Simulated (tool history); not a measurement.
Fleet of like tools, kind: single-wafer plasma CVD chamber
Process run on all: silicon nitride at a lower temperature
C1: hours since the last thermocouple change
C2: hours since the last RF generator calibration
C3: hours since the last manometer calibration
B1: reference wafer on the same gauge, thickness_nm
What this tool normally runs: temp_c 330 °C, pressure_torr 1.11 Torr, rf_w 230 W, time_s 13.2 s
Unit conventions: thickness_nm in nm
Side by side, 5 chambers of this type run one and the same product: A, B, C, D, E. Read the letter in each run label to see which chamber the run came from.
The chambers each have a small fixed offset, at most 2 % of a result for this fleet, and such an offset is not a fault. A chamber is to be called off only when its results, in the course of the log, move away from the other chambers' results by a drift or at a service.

run 1E hour=2.1 | temp_c=330 pressure_torr=1.11 rf_w=230 time_s=13.2 | C1=1037.2 C2=775.1 C3=1775.7 | B1=10.802 | thickness_nm=11.723
run 2A hour=4.2 | temp_c=330 pressure_torr=1.11 rf_w=230 time_s=13.2 | C1=1301.7 C2=1317.2 C3=1509.1 | B1=10.811 | thickness_nm=11.489
run 3D hour=8.2 | temp_c=330 pressure_torr=1.11 rf_w=230 time_s=13.2 | C1=2678.5 C2=228.1 C3=411.1 | B1=10.804 | thickness_nm=11.783
run 4B hour=12.3 | temp_c=330 pressure_torr=1.11 rf_w=230 time_s=13.2 | C1=1424.7 C2=615.7 C3=469.3 | B1=10.798 | thickness_nm=11.687
run 5C hour=14.2 | temp_c=330 pressure_torr=1.11 rf_w=230 time_s=13.2 | C1=1826.3 C2=890.8 C3=148.6 | B1=10.798 | thickness_nm=11.696
run 6E hour=17.0 | temp_c=330 pressure_torr=1.11 rf_w=230 time_s=13.2 | C1=1052.1 C2=790.0 C3=1790.6 | B1=10.793 | thickness_nm=11.742
run 7A hour=19.4 | temp_c=330 pressure_torr=1.11 rf_w=230 time_s=13.2 | C1=1316.9 C2=1332.4 C3=1524.3 | B1=10.803 | thickness_nm=11.502
run 8B hour=21.7 | temp_c=330 pressure_torr=1.11 rf_w=230 time_s=13.2 | C1=1434.1 C2=625.1 C3=478.7 | B1=10.799 | thickness_nm=11.728
run 9D hour=25.6 | temp_c=330 pressure_torr=1.11 rf_w=230 time_s=13.2 | C1=2695.9 C2=245.5 C3=428.5 | B1=10.788 | thickness_nm=11.779
run 10C hour=28.7 | temp_c=330 pressure_torr=1.11 rf_w=230 time_s=13.2 | C1=1840.8 C2=905.3 C3=163.1 | B1=10.800 | thickness_nm=11.708
run 11A hour=30.9 | temp_c=330 pressure_torr=1.11 rf_w=230 time_s=13.2 | C1=1328.4 C2=1343.9 C3=1535.8 | B1=10.809 | thickness_nm=11.474
run 12C hour=34.6 | temp_c=330 pressure_torr=1.11 rf_w=230 time_s=13.2 | C1=1846.7 C2=911.2 C3=169.0 | B1=10.794 | thickness_nm=11.661
run 13E hour=37.1 | temp_c=330 pressure_torr=1.11 rf_w=230 time_s=13.2 | C1=1072.2 C2=810.1 C3=1810.7 | B1=10.794 | thickness_nm=11.758
run 14B hour=40.0 | temp_c=330 pressure_torr=1.11 rf_w=230 time_s=13.2 | C1=1452.4 C2=643.4 C3=497.0 | B1=10.800 | thickness_nm=11.715
run 15D hour=42.0 | temp_c=318 pressure_torr=1.11 rf_w=200 time_s=13.2 | C1=2712.3 C2=261.9 C3=444.9 | B1=10.803 | thickness_nm=10.718
run 16D hour=44.4 | temp_c=318 pressure_torr=1.11 rf_w=200 time_s=13.2 | C1=2714.7 C2=264.3 C3=447.3 | B1=10.800 | thickness_nm=10.679
run 17A hour=48.1 | temp_c=318 pressure_torr=1.11 rf_w=200 time_s=13.2 | C1=1345.6 C2=1361.1 C3=1553.0 | B1=10.792 | thickness_nm=10.445
run 18E hour=51.8 | temp_c=318 pressure_torr=1.11 rf_w=200 time_s=13.2 | C1=1086.9 C2=824.8 C3=1825.4 | B1=10.800 | thickness_nm=10.602
run 19C hour=55.9 | temp_c=318 pressure_torr=1.11 rf_w=200 time_s=13.2 | C1=1868.0 C2=932.5 C3=190.3 | B1=10.799 | thickness_nm=10.614
run 20B hour=57.9 | temp_c=330 pressure_torr=1.11 rf_w=230 time_s=13.2 | C1=1470.3 C2=661.3 C3=514.9 | B1=10.795 | thickness_nm=11.712
run 21D hour=61.9 | temp_c=330 pressure_torr=1.11 rf_w=230 time_s=13.2 | C1=2732.2 C2=281.8 C3=464.8 | B1=10.789 | thickness_nm=11.780
run 22C hour=65.2 | temp_c=340 pressure_torr=1.11 rf_w=230 time_s=14.9 | C1=1877.3 C2=941.8 C3=199.6 | B1=10.796 | thickness_nm=13.186
run 23A hour=67.7 | temp_c=340 pressure_torr=1.11 rf_w=230 time_s=14.9 | C1=1365.2 C2=1380.7 C3=1572.6 | B1=10.794 | thickness_nm=12.978
run 24B hour=71.3 | temp_c=340 pressure_torr=1.11 rf_w=230 time_s=14.9 | C1=1483.7 C2=674.7 C3=528.3 | B1=10.809 | thickness_nm=13.139
run 25E hour=74.5 | temp_c=340 pressure_torr=1.11 rf_w=230 time_s=14.9 | C1=1109.6 C2=847.5 C3=1848.1 | B1=10.796 | thickness_nm=13.201
run 26E hour=76.5 | temp_c=340 pressure_torr=1.11 rf_w=230 time_s=14.9 | C1=1111.6 C2=849.5 C3=1850.1 | B1=10.792 | thickness_nm=13.172
run 27C hour=80.3 | temp_c=323 pressure_torr=1.11 rf_w=230 time_s=13.2 | C1=1892.4 C2=956.9 C3=214.7 | B1=10.799 | thickness_nm=11.708
run 28D hour=84.3 | temp_c=323 pressure_torr=1.11 rf_w=230 time_s=13.2 | C1=2754.6 C2=304.2 C3=487.2 | B1=10.798 | thickness_nm=11.833
run 29B hour=88.1 | temp_c=323 pressure_torr=1.11 rf_w=230 time_s=13.2 | C1=1500.5 C2=691.5 C3=545.1 | B1=10.803 | thickness_nm=11.770
run 30A hour=90.1 | temp_c=323 pressure_torr=1.11 rf_w=230 time_s=13.2 | C1=1387.6 C2=1403.1 C3=1595.0 | B1=10.795 | thickness_nm=11.590
run 31E hour=94.0 | temp_c=323 pressure_torr=1.11 rf_w=230 time_s=13.2 | C1=1129.1 C2=867.0 C3=1867.6 | B1=10.799 | thickness_nm=11.790
run 32A hour=97.0 | temp_c=330 pressure_torr=1.11 rf_w=230 time_s=13.2 | C1=1394.5 C2=1410.0 C3=1601.9 | B1=10.803 | thickness_nm=11.517
run 33B hour=99.5 | temp_c=330 pressure_torr=1.11 rf_w=230 time_s=13.2 | C1=1511.9 C2=702.9 C3=556.5 | B1=10.794 | thickness_nm=11.648

All 5 chambers run these settings next. Forecast each chamber's results:
run 34A hour=102.7 | temp_c=330 pressure_torr=1.11 rf_w=230 time_s=13.2 | thickness_nm=?
run 34B hour=102.7 | temp_c=330 pressure_torr=1.11 rf_w=230 time_s=13.2 | thickness_nm=?
run 34C hour=102.7 | temp_c=330 pressure_torr=1.11 rf_w=230 time_s=13.2 | thickness_nm=?
run 34D hour=102.7 | temp_c=330 pressure_torr=1.11 rf_w=230 time_s=13.2 | thickness_nm=?
run 34E hour=102.7 | temp_c=330 pressure_torr=1.11 rf_w=230 time_s=13.2 | thickness_nm=?

run=34A thickness_nm=11.502
run=34B thickness_nm=11.645
run=34C thickness_nm=11.662
run=34D thickness_nm=11.789
run=34E thickness_nm=11.759
